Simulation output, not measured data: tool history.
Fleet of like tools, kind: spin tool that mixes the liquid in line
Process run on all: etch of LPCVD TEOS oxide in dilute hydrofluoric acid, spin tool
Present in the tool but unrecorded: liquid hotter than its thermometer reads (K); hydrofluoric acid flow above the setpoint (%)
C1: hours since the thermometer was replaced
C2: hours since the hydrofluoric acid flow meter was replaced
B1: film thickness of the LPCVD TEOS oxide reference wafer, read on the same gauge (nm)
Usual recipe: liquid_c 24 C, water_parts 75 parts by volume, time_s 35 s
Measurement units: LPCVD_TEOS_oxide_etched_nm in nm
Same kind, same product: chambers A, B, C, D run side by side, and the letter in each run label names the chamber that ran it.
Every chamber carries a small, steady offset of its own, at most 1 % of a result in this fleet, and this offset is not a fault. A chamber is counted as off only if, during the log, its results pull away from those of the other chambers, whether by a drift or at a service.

{"run": "1B", "hour": 4.7, "liquid_c": 24, "water_parts": 75, "time_s": 35, "C1": 205.6, "C2": 195, "B1": 49.974, "LPCVD_TEOS_oxide_etched_nm": 13.999}
{"run": "2C", "hour": 9.8, "liquid_c": 24, "water_parts": 75, "time_s": 35, "C1": 371.3, "C2": 443.9, "B1": 49.994, "LPCVD_TEOS_oxide_etched_nm": 13.595}
{"run": "3D", "hour": 15.1, "liquid_c": 24, "water_parts": 75, "time_s": 35, "C1": 1072.6, "C2": 925.3, "B1": 49.995, "LPCVD_TEOS_oxide_etched_nm": 13.905}
{"hour": 15.7, "done": "chamber D: hydrofluoric acid flow meter replaced"}
{"run": "4A", "hour": 20.8, "liquid_c": 24, "water_parts": 75, "time_s": 35, "C1": 448, "C2": 510.2, "B1": 50, "LPCVD_TEOS_oxide_etched_nm": 13.739}
{"run": "5B", "hour": 29.6, "liquid_c": 27, "water_parts": 75, "time_s": 35, "C1": 230.5, "C2": 219.9, "B1": 50.027, "LPCVD_TEOS_oxide_etched_nm": 15.582}
{"run": "6A", "hour": 33.7, "liquid_c": 27, "water_parts": 75, "time_s": 35, "C1": 460.9, "C2": 523.1, "B1": 49.997, "LPCVD_TEOS_oxide_etched_nm": 15.552}
{"run": "7D", "hour": 39.1, "liquid_c": 27, "water_parts": 75, "time_s": 35, "C1": 1096.6, "C2": 23.4, "B1": 49.989, "LPCVD_TEOS_oxide_etched_nm": 15.54}
{"run": "8C", "hour": 44.3, "liquid_c": 27, "water_parts": 75, "time_s": 35, "C1": 405.8, "C2": 478.4, "B1": 49.996, "LPCVD_TEOS_oxide_etched_nm": 15.469}
{"run": "9C", "hour": 51.8, "liquid_c": 24, "water_parts": 75, "time_s": 35, "C1": 413.3, "C2": 485.9, "B1": 50.004, "LPCVD_TEOS_oxide_etched_nm": 13.591}
{"run": "10D", "hour": 58.7, "liquid_c": 24, "water_parts": 75, "time_s": 35, "C1": 1116.2, "C2": 43, "B1": 49.996, "LPCVD_TEOS_oxide_etched_nm": 13.666}
{"run": "11B", "hour": 66.3, "liquid_c": 24, "water_parts": 75, "time_s": 35, "C1": 267.2, "C2": 256.6, "B1": 50.011, "LPCVD_TEOS_oxide_etched_nm": 13.955}
{"run": "12A", "hour": 72.6, "liquid_c": 24, "water_parts": 75, "time_s": 35, "C1": 499.8, "C2": 562, "B1": 49.998, "LPCVD_TEOS_oxide_etched_nm": 13.603}
{"run": "13D", "hour": 81.4, "liquid_c": 20.5, "water_parts": 75, "time_s": 35, "C1": 1138.9, "C2": 65.7, "B1": 49.986, "LPCVD_TEOS_oxide_etched_nm": 11.889}
{"run": "14B", "hour": 88.2, "liquid_c": 20.5, "water_parts": 75, "time_s": 35, "C1": 289.1, "C2": 278.5, "B1": 49.998, "LPCVD_TEOS_oxide_etched_nm": 12.267}
{"run": "15A", "hour": 94.9, "liquid_c": 20.5, "water_parts": 75, "time_s": 35, "C1": 522.1, "C2": 584.3, "B1": 50.006, "LPCVD_TEOS_oxide_etched_nm": 11.789}
{"run": "16C", "hour": 102.4, "liquid_c": 20.5, "water_parts": 75, "time_s": 35, "C1": 463.9, "C2": 536.5, "B1": 50.008, "LPCVD_TEOS_oxide_etched_nm": 11.978}
{"run": "17D", "hour": 106.6, "liquid_c": 22.5, "water_parts": 75, "time_s": 25, "C1": 1164.1, "C2": 90.9, "B1": 49.966, "LPCVD_TEOS_oxide_etched_nm": 9.4135}
{"run": "18C", "hour": 111.6, "liquid_c": 22.5, "water_parts": 75, "time_s": 25, "C1": 473.1, "C2": 545.7, "B1": 49.994, "LPCVD_TEOS_oxide_etched_nm": 9.2905}
{"run": "19B", "hour": 115.8, "liquid_c": 22.5, "water_parts": 75, "time_s": 25, "C1": 316.7, "C2": 306.1, "B1": 50, "LPCVD_TEOS_oxide_etched_nm": 9.7336}
{"run": "20A", "hour": 121.2, "liquid_c": 22.5, "water_parts": 75, "time_s": 25, "C1": 548.4, "C2": 610.6, "B1": 49.985, "LPCVD_TEOS_oxide_etched_nm": 9.1077}
{"run": "21A", "hour": 128.5, "liquid_c": 24, "water_parts": 75, "time_s": 35, "C1": 555.7, "C2": 617.9, "B1": 50.01, "LPCVD_TEOS_oxide_etched_nm": 13.793}
{"run": "22B", "hour": 136.3, "liquid_c": 24, "water_parts": 75, "time_s": 35, "C1": 337.2, "C2": 326.6, "B1": 49.977, "LPCVD_TEOS_oxide_etched_nm": 14.319}
{"run": "23C", "hour": 142.3, "liquid_c": 24, "water_parts": 75, "time_s": 35, "C1": 503.8, "C2": 576.4, "B1": 50.038, "LPCVD_TEOS_oxide_etched_nm": 13.692}
{"run": "24D", "hour": 149.8, "liquid_c": 24, "water_parts": 75, "time_s": 35, "C1": 1207.3, "C2": 134.1, "B1": 50.014, "LPCVD_TEOS_oxide_etched_nm": 13.788}
{"run": "25B", "hour": 155.7, "liquid_c": 24, "water_parts": 75, "time_s": 35, "C1": 356.6, "C2": 346, "B1": 49.977, "LPCVD_TEOS_oxide_etched_nm": 14.234}
{"run": "26C", "hour": 162.3, "liquid_c": 24, "water_parts": 75, "time_s": 35, "C1": 523.8, "C2": 596.4, "B1": 50.002, "LPCVD_TEOS_oxide_etched_nm": 13.677}
{"run": "27D", "hour": 168.9, "liquid_c": 24, "water_parts": 75, "time_s": 35, "C1": 1226.4, "C2": 153.2, "B1": 50.008, "LPCVD_TEOS_oxide_etched_nm": 13.964}
{"run": "28A", "hour": 175.4, "liquid_c": 24, "water_parts": 75, "time_s": 35, "C1": 602.6, "C2": 664.8, "B1": 49.964, "LPCVD_TEOS_oxide_etched_nm": 13.83}
{"run": "29B", "hour": 180.0, "liquid_c": 24, "water_parts": 75, "time_s": 35, "C1": 380.9, "C2": 370.3, "B1": 49.997, "LPCVD_TEOS_oxide_etched_nm": 14.455}
{"run": "30C", "hour": 184.7, "liquid_c": 24, "water_parts": 75, "time_s": 35, "C1": 546.2, "C2": 618.8, "B1": 50.059, "LPCVD_TEOS_oxide_etched_nm": 13.562}
{"run": "31D", "hour": 188.9, "liquid_c": 24, "water_parts": 75, "time_s": 35, "C1": 1246.4, "C2": 173.2, "B1": 50.016, "LPCVD_TEOS_oxide_etched_nm": 13.824}
{"run": "32A", "hour": 193.2, "liquid_c": 24, "water_parts": 75, "time_s": 35, "C1": 620.4, "C2": 682.6, "B1": 49.977, "LPCVD_TEOS_oxide_etched_nm": 13.72}

Decide between three cases: one chamber stands off from its peers, the gauge reading all wafers drifts, or nothing is wrong past each chamber's small offset. Where a chamber is off, say which and what most likely put it there.

It is chamber B that slowly wanders off from its peers.
Likeliest cause: hydrofluoric acid flow above the setpoint (%) = 5.55.
From this log alone, it may not be told apart from: liquid hotter than its thermometer reads (K).

Chamber B could run next with any of the 4 candidate recipes listed below; each alters the usual settings, and their results appear as question marks. Which one brings its results back in line with what the other chambers deliver on the usual settings?
Maximum distance from the other chambers' mean on the usual settings for a result to count as in line: LPCVD_TEOS_oxide_etched_nm 0.38 nm
{"run": "33B-1", "hour": 199.7, "liquid_c": 24, "water_parts": 80, "time_s": 35, "LPCVD_TEOS_oxide_etched_nm": "?"}
{"run": "33B-2", "hour": 199.7, "liquid_c": 25.5, "water_parts": 75, "time_s": 35, "LPCVD_TEOS_oxide_etched_nm": "?"}
{"run": "33B-3", "hour": 199.7, "liquid_c": 23.5, "water_parts": 75, "time_s": 35, "LPCVD_TEOS_oxide_etched_nm": "?"}
{"run": "33B-4", "hour": 199.7, "liquid_c": 24.5, "water_parts": 75, "time_s": 35, "LPCVD_TEOS_oxide_etched_nm": "?"}

Mean of the other chambers on the usual settings: LPCVD_TEOS_oxide_etched_nm 13.75 nm
run=33B-1 LPCVD_TEOS_oxide_etched_nm=13.603
run=33B-2 LPCVD_TEOS_oxide_etched_nm=15.52
run=33B-3 LPCVD_TEOS_oxide_etched_nm=14.312
run=33B-4 LPCVD_TEOS_oxide_etched_nm=14.904
33B-1 brings the chamber back in line.
